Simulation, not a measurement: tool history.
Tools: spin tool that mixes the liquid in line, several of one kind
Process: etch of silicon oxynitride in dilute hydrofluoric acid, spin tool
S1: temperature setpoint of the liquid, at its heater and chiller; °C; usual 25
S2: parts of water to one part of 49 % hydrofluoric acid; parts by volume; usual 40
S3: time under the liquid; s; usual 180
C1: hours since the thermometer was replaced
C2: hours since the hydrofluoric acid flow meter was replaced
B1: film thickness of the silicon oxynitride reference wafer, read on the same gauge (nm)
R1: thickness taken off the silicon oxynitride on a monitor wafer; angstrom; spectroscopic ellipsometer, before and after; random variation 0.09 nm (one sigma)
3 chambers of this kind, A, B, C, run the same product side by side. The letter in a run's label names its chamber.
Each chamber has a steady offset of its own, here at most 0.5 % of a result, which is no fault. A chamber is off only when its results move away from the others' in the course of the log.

run 1A hour=6.8 | S1=25 S2=40 S3=180 | C1=177.3 C2=525.2 | B1=49.996 | R1=121.96
run 2C hour=19.1 | S1=25 S2=40 S3=180 | C1=1854.6 C2=1197.5 | B1=49.986 | R1=120.42
run 3B hour=28.9 | S1=25 S2=40 S3=180 | C1=968.1 C2=839.5 | B1=49.968 | R1=120.9
run 4A hour=42.1 | S1=25 S2=40 S3=180 | C1=212.6 C2=560.5 | B1=50.008 | R1=120.61
run 5C hour=55.7 | S1=25 S2=40 S3=180 | C1=1891.2 C2=1234.1 | B1=50.024 | R1=119.57
run 6B hour=64.4 | S1=22 S2=35 S3=180 | C1=1003.6 C2=875 | B1=49.998 | R1=119.98
run 7A hour=73.3 | S1=22 S2=35 S3=180 | C1=243.8 C2=591.7 | B1=49.967 | R1=119.47
run 8C hour=81 | S1=22 S2=35 S3=180 | C1=1916.5 C2=1259.4 | B1=49.973 | R1=120.46
run 9B hour=89.1 | S1=25 S2=50 S3=180 | C1=1028.3 C2=899.7 | B1=50 | R1=97.107
run 10A hour=98.8 | S1=25 S2=50 S3=180 | C1=269.3 C2=617.2 | B1=49.998 | R1=96.804
-- hour=107.6 chamber C: hydrofluoric acid flow meter replaced
run 11B hour=109.6 | S1=25 S2=50 S3=180 | C1=1048.8 C2=920.2 | B1=49.992 | R1=100.09
run 12C hour=116.9 | S1=25 S2=50 S3=140 | C1=1952.4 C2=9.4 | B1=49.981 | R1=73.915
run 13B hour=126 | S1=25 S2=50 S3=140 | C1=1065.2 C2=936.6 | B1=50.008 | R1=77.417
run 14C hour=137.6 | S1=25 S2=50 S3=140 | C1=1973.1 C2=30.1 | B1=49.996 | R1=74.729
run 15A hour=148.1 | S1=25 S2=40 S3=180 | C1=318.6 C2=666.5 | B1=49.988 | R1=120.29
run 16C hour=154.7 | S1=25 S2=40 S3=250 | C1=1990.2 C2=47.2 | B1=50.021 | R1=168.31
run 17A hour=162.9 | S1=25 S2=40 S3=250 | C1=333.4 C2=681.3 | B1=50.024 | R1=167.18
run 18B hour=171.4 | S1=25 S2=40 S3=250 | C1=1110.6 C2=982 | B1=50.008 | R1=178.56
run 19B hour=183.7 | S1=25 S2=40 S3=180 | C1=1122.9 C2=994.3 | B1=50.014 | R1=129.64
run 20C hour=192.2 | S1=25 S2=40 S3=180 | C1=2027.7 C2=84.7 | B1=49.967 | R1=121.23
run 21A hour=206.4 | S1=25 S2=40 S3=180 | C1=376.9 C2=724.8 | B1=49.98 | R1=120.49

What goes on in this fleet: one chamber off, a drifting gauge, or nothing beyond the chambers' own small offsets? Name the chamber and the cause, if any.

Chamber B drifts away from the others.
Cause: hydrofluoric acid flow above the setpoint (%) = 9.91.
The log may not tell that from: liquid hotter than its thermometer reads (K).

Here are 4 candidates for chamber B's next run, each the usual settings with a change, their results left as question marks. Which one brings its results back in line with what the others give on the usual settings?
In line means no further than this from the other chambers' mean on the usual settings: R1 3.1 angstrom
run 22B-1 hour=217.3 | S1=27 S2=40 S3=180 | R1=?
run 22B-2 hour=217.3 | S1=25 S2=40 S3=165 | R1=?
run 22B-3 hour=217.3 | S1=25 S2=40 S3=175 | R1=?
run 22B-4 hour=217.3 | S1=25 S2=40 S3=185 | R1=?

The other chambers' mean on the usual settings: R1 120.74 angstrom
run=22B-1 R1=144.98
run=22B-2 R1=120.77
run=22B-3 R1=128.09
run=22B-4 R1=135.41
22B-2 brings the chamber back in line.

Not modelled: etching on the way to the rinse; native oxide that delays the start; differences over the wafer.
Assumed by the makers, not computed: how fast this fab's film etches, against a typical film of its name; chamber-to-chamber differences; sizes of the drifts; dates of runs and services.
